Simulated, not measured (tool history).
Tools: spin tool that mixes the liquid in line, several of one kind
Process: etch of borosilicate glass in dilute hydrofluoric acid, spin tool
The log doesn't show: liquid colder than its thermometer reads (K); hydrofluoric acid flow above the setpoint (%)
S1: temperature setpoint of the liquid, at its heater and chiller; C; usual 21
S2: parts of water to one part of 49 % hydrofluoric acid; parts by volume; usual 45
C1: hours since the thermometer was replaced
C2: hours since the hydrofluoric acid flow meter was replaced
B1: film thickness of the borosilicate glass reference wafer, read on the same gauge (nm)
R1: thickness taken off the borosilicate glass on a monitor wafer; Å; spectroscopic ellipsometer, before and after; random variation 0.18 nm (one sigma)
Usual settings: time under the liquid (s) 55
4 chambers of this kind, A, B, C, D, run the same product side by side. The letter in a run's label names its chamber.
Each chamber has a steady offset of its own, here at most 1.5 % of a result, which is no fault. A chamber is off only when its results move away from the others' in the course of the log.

Run 1B, day 0.279: usual settings; C1 204.3; C2 533.7; B1 49.968. Result: R1 338.24 Å.
Run 2C, day 0.512: usual settings; C1 1323; C2 399.3; B1 50.012. Result: R1 335.15 Å.
Run 3D, day 0.954: usual settings; C1 382.6; C2 634.5; B1 50.003. Result: R1 340.33 Å.
Run 4A, day 1.383: usual settings; C1 2132; C2 215.9; B1 50.025. Result: R1 338.52 Å.
At day 1.679: chamber C: hydrofluoric acid flow meter replaced.
Run 5A, day 1.717: usual settings but S1 24 C, S2 25 parts by volume; C1 2140; C2 223.9; B1 50.04. Result: R1 713.35 Å.
Run 6D, day 2.004: usual settings but S1 24 C, S2 25 parts by volume; C1 407.8; C2 659.7; B1 49.995. Result: R1 700.91 Å.
Run 7C, day 2.446: usual settings but S1 24 C, S2 25 parts by volume; C1 1369.4; C2 18.4; B1 49.945. Result: R1 691.17 Å.
Run 8B, day 2.658: usual settings but S1 24 C, S2 25 parts by volume; C1 261.4; C2 590.8; B1 49.972. Result: R1 704.21 Å.
Run 9D, day 2.967: usual settings; C1 430.9; C2 682.8; B1 49.994. Result: R1 338.55 Å.
Run 10B, day 3.417: usual settings; C1 279.6; C2 609; B1 49.992. Result: R1 336.76 Å.
Run 11C, day 3.754: usual settings but S1 17 C, time under the liquid (s) 35; C1 1400.8; C2 49.8; B1 50.001. Result: R1 180.72 Å.
Run 12A, day 4.179: usual settings but S1 17 C, time under the liquid (s) 35; C1 2199.1; C2 283; B1 49.961. Result: R1 179.33 Å.
Run 13A, day 4.417: usual settings but S1 17 C, time under the liquid (s) 35; C1 2204.8; C2 288.7; B1 49.982. Result: R1 181.03 Å.
Run 14D, day 4.621: usual settings but S1 17 C, time under the liquid (s) 35; C1 470.6; C2 722.5; B1 50.001. Result: R1 181.75 Å.
Run 15B, day 5.038: usual settings; C1 318.5; C2 647.9; B1 50.008. Result: R1 337.21 Å.
Run 16C, day 5.283: usual settings; C1 1437.5; C2 86.5; B1 50.011. Result: R1 333.68 Å.
Run 17C, day 5.592: usual settings; C1 1444.9; C2 93.9; B1 49.989. Result: R1 334.78 Å.
Run 18B, day 5.875: usual settings but S1 18 C, S2 30 parts by volume; C1 338.6; C2 668; B1 49.999. Result: R1 454.33 Å.
Run 19A, day 6.242: usual settings but S1 18 C, S2 30 parts by volume; C1 2248.6; C2 332.5; B1 49.987. Result: R1 453.81 Å.
Run 20D, day 6.596: usual settings but S1 18 C, S2 30 parts by volume; C1 518; C2 769.9; B1 50.007. Result: R1 451.96 Å.
Run 21A, day 6.967: usual settings but S1 18 C, S2 30 parts by volume; C1 2266; C2 349.9; B1 49.971. Result: R1 455.53 Å.
Run 22B, day 7.25: usual settings; C1 371.6; C2 701; B1 49.965. Result: R1 337.69 Å.
Run 23C, day 7.646: usual settings; C1 1494.2; C2 143.2; B1 50.026. Result: R1 335.96 Å.
Run 24D, day 7.858: usual settings; C1 548.3; C2 800.2; B1 49.992. Result: R1 338.47 Å.
Run 25C, day 8.154: usual settings; C1 1506.4; C2 155.4; B1 50.002. Result: R1 335.55 Å.
Run 26D, day 8.55: usual settings but S1 25 C; C1 564.9; C2 816.8; B1 49.988. Result: R1 402.59 Å.
Run 27B, day 8.85: usual settings but S1 25 C; C1 410; C2 739.4; B1 49.976. Result: R1 394.43 Å.
Run 28A, day 9.054: usual settings but S1 25 C; C1 2316.1; C2 400; B1 49.987. Result: R1 395.95 Å.
Run 29D, day 9.512: usual settings but S1 25 C; C1 588; C2 839.9; B1 50.024. Result: R1 401.87 Å.
Run 30C, day 9.879: usual settings; C1 1547.8; C2 196.8; B1 50.015. Result: R1 333.07 Å.
Run 31A, day 10.333: usual settings; C1 2346.8; C2 430.7; B1 50.033. Result: R1 337.03 Å.
Run 32B, day 10.783: usual settings; C1 456.4; C2 785.8; B1 50. Result: R1 339.04 Å.
Run 33A, day 11.038: usual settings; C1 2363.7; C2 447.6; B1 49.97. Result: R1 338.16 Å.
Run 34D, day 11.425: usual settings; C1 633.9; C2 885.8; B1 49.957. Result: R1 338.2 Å.
Run 35B, day 11.725: usual settings; C1 479; C2 808.4; B1 49.99. Result: R1 335.64 Å.
Run 36C, day 12.108: usual settings; C1 1601.3; C2 250.3; B1 50.01. Result: R1 334.89 Å.
Run 37A, day 12.558: usual settings; C1 2400.2; C2 484.1; B1 50.007. Result: R1 336.31 Å.
Run 38C, day 12.942: usual settings; C1 1621.3; C2 270.3; B1 49.995. Result: R1 340.59 Å.
Run 39B, day 13.238: usual settings; C1 515.3; C2 844.7; B1 49.985. Result: R1 339.83 Å.
Run 40D, day 13.683: usual settings; C1 688.1; C2 940; B1 50.018. Result: R1 339.05 Å.

Next, every chamber runs the same settings. What will each give?
Run 41A, day 14.017: usual settings. Result: R1 ?.
Run 41B, day 14.017: usual settings. Result: R1 ?.
Run 41C, day 14.017: usual settings. Result: R1 ?.
Run 41D, day 14.017: usual settings. Result: R1 ?.

run      R1
41A  334.65
41B  338.36
41C  331.62
41D  339.32
